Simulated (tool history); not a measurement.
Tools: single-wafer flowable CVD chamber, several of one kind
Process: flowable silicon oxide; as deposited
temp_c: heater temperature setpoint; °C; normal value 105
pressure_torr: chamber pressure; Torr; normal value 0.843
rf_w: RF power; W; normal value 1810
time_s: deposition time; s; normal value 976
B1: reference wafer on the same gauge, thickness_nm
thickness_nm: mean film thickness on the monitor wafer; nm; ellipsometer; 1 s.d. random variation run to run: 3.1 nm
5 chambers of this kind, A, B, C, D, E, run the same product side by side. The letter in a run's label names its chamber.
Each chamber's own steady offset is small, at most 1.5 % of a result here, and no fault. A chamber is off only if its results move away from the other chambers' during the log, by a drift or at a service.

run 1D hour=6.3 | temp_c=105 pressure_torr=0.843 rf_w=1810 time_s=976 | B1=447.25 | thickness_nm=522.49
run 2B hour=19.8 | temp_c=105 pressure_torr=0.843 rf_w=1810 time_s=976 | B1=448.45 | thickness_nm=530.04
run 3A hour=29.7 | temp_c=105 pressure_torr=0.843 rf_w=1810 time_s=976 | B1=448.29 | thickness_nm=523.81
run 4C hour=38.2 | temp_c=105 pressure_torr=0.843 rf_w=1810 time_s=976 | B1=447.74 | thickness_nm=528.34
run 5E hour=51.5 | temp_c=105 pressure_torr=0.843 rf_w=1810 time_s=976 | B1=447.82 | thickness_nm=519.33
run 6B hour=64.7 | temp_c=105 pressure_torr=0.843 rf_w=1810 time_s=976 | B1=447.99 | thickness_nm=527
run 7E hour=78.4 | temp_c=105 pressure_torr=0.843 rf_w=1810 time_s=976 | B1=448.51 | thickness_nm=519.15
run 8A hour=88.9 | temp_c=105 pressure_torr=0.843 rf_w=1810 time_s=976 | B1=448.08 | thickness_nm=524.23
-- hour=98.3 chamber C: RF generator calibrated
run 9D hour=98.7 | temp_c=105 pressure_torr=0.843 rf_w=1810 time_s=976 | B1=447.97 | thickness_nm=528.35
-- hour=101 chamber B: thermocouple changed; heater temperature recalibrated
run 10C hour=107.3 | temp_c=115 pressure_torr=0.843 rf_w=1810 time_s=976 | B1=448.97 | thickness_nm=379.87
run 11D hour=114.6 | temp_c=115 pressure_torr=0.843 rf_w=1810 time_s=976 | B1=448.28 | thickness_nm=380.62
run 12A hour=123.3 | temp_c=115 pressure_torr=0.843 rf_w=1810 time_s=976 | B1=447.79 | thickness_nm=378.62
run 13B hour=133.8 | temp_c=115 pressure_torr=0.843 rf_w=1810 time_s=976 | B1=447.77 | thickness_nm=386.03
run 14C hour=144.7 | temp_c=115 pressure_torr=0.843 rf_w=1810 time_s=976 | B1=447.89 | thickness_nm=383.55
run 15E hour=154.3 | temp_c=105 pressure_torr=0.843 rf_w=1810 time_s=976 | B1=447.9 | thickness_nm=520.22
-- hour=159.5 chamber D: capacitance manometer re-zeroed and calibrated
run 16B hour=161.1 | temp_c=105 pressure_torr=0.843 rf_w=1810 time_s=976 | B1=447.4 | thickness_nm=528.88
-- hour=161.9 chamber D: thermocouple changed; heater temperature recalibrated
-- hour=166.8 chamber A: thermocouple changed; heater temperature recalibrated
run 17E hour=167.9 | temp_c=105 pressure_torr=0.843 rf_w=1810 time_s=976 | B1=448.28 | thickness_nm=517.51
run 18C hour=177.3 | temp_c=91 pressure_torr=0.731 rf_w=1810 time_s=976 | B1=447.91 | thickness_nm=694.84
run 19A hour=184.9 | temp_c=91 pressure_torr=0.731 rf_w=1810 time_s=976 | B1=448.38 | thickness_nm=702.4
run 20D hour=191.7 | temp_c=91 pressure_torr=0.731 rf_w=1810 time_s=976 | B1=447.84 | thickness_nm=740.7
run 21A hour=204 | temp_c=91 pressure_torr=0.731 rf_w=1810 time_s=976 | B1=447.9 | thickness_nm=704.07
run 22B hour=216.1 | temp_c=91 pressure_torr=0.731 rf_w=1810 time_s=976 | B1=447.94 | thickness_nm=692.77
run 23D hour=225.5 | temp_c=105 pressure_torr=0.843 rf_w=1810 time_s=976 | B1=447.9 | thickness_nm=559.99
run 24C hour=234.8 | temp_c=105 pressure_torr=0.843 rf_w=1810 time_s=976 | B1=448.44 | thickness_nm=527.11
run 25E hour=243.8 | temp_c=105 pressure_torr=0.843 rf_w=1810 time_s=976 | B1=447.59 | thickness_nm=523.73
run 26C hour=254.9 | temp_c=105 pressure_torr=0.843 rf_w=1970 time_s=1153 | B1=447.62 | thickness_nm=634.11
run 27D hour=262.4 | temp_c=105 pressure_torr=0.843 rf_w=1970 time_s=1153 | B1=447.23 | thickness_nm=676.19
run 28E hour=273.5 | temp_c=105 pressure_torr=0.843 rf_w=1970 time_s=1153 | B1=447.57 | thickness_nm=629.65
run 29A hour=282.1 | temp_c=105 pressure_torr=0.843 rf_w=1970 time_s=1153 | B1=448.16 | thickness_nm=634.97
run 30B hour=293.8 | temp_c=105 pressure_torr=0.843 rf_w=1970 time_s=1153 | B1=448.02 | thickness_nm=636.68
run 31D hour=301.2 | temp_c=105 pressure_torr=0.843 rf_w=1810 time_s=976 | B1=447.38 | thickness_nm=561.52
run 32B hour=311.3 | temp_c=97 pressure_torr=0.843 rf_w=1505 time_s=976 | B1=447.79 | thickness_nm=657.45
run 33C hour=319.1 | temp_c=97 pressure_torr=0.843 rf_w=1505 time_s=976 | B1=447.49 | thickness_nm=658.93
run 34E hour=333 | temp_c=97 pressure_torr=0.843 rf_w=1505 time_s=976 | B1=448.2 | thickness_nm=645.9

Is one chamber off against the others, does the gauge drift, or is nothing wrong? If a chamber is off, say which, and what the likeliest cause is.

A service left chamber D off against the others.
What lies behind it: wafer temperature below the value expected at the setpoint (K) = 1.88.
The log may not tell that from: true pressure above the setpoint (%).

Here are 4 candidates for chamber D's next run, each the usual settings with a change, their results left as question marks. Which one brings its results back in line with what the others give on the usual settings?
A result is in line if it is within this distance of the other chambers' mean on the usual settings: thickness_nm 11 nm
run 35D-1 hour=343.3 | temp_c=105 pressure_torr=0.856 rf_w=1815 time_s=976 | thickness_nm=?
run 35D-2 hour=343.3 | temp_c=105 pressure_torr=0.843 rf_w=1435 time_s=976 | thickness_nm=?
run 35D-3 hour=343.3 | temp_c=105 pressure_torr=0.843 rf_w=1665 time_s=976 | thickness_nm=?
run 35D-4 hour=343.3 | temp_c=104 pressure_torr=0.856 rf_w=1815 time_s=976 | thickness_nm=?

On the usual settings, the other chambers give on average: thickness_nm 526.18 nm
run=35D-1 thickness_nm=574.62
run=35D-2 thickness_nm=524.69
run=35D-3 thickness_nm=549.84
run=35D-4 thickness_nm=594.65
35D-2 brings the chamber back in line.

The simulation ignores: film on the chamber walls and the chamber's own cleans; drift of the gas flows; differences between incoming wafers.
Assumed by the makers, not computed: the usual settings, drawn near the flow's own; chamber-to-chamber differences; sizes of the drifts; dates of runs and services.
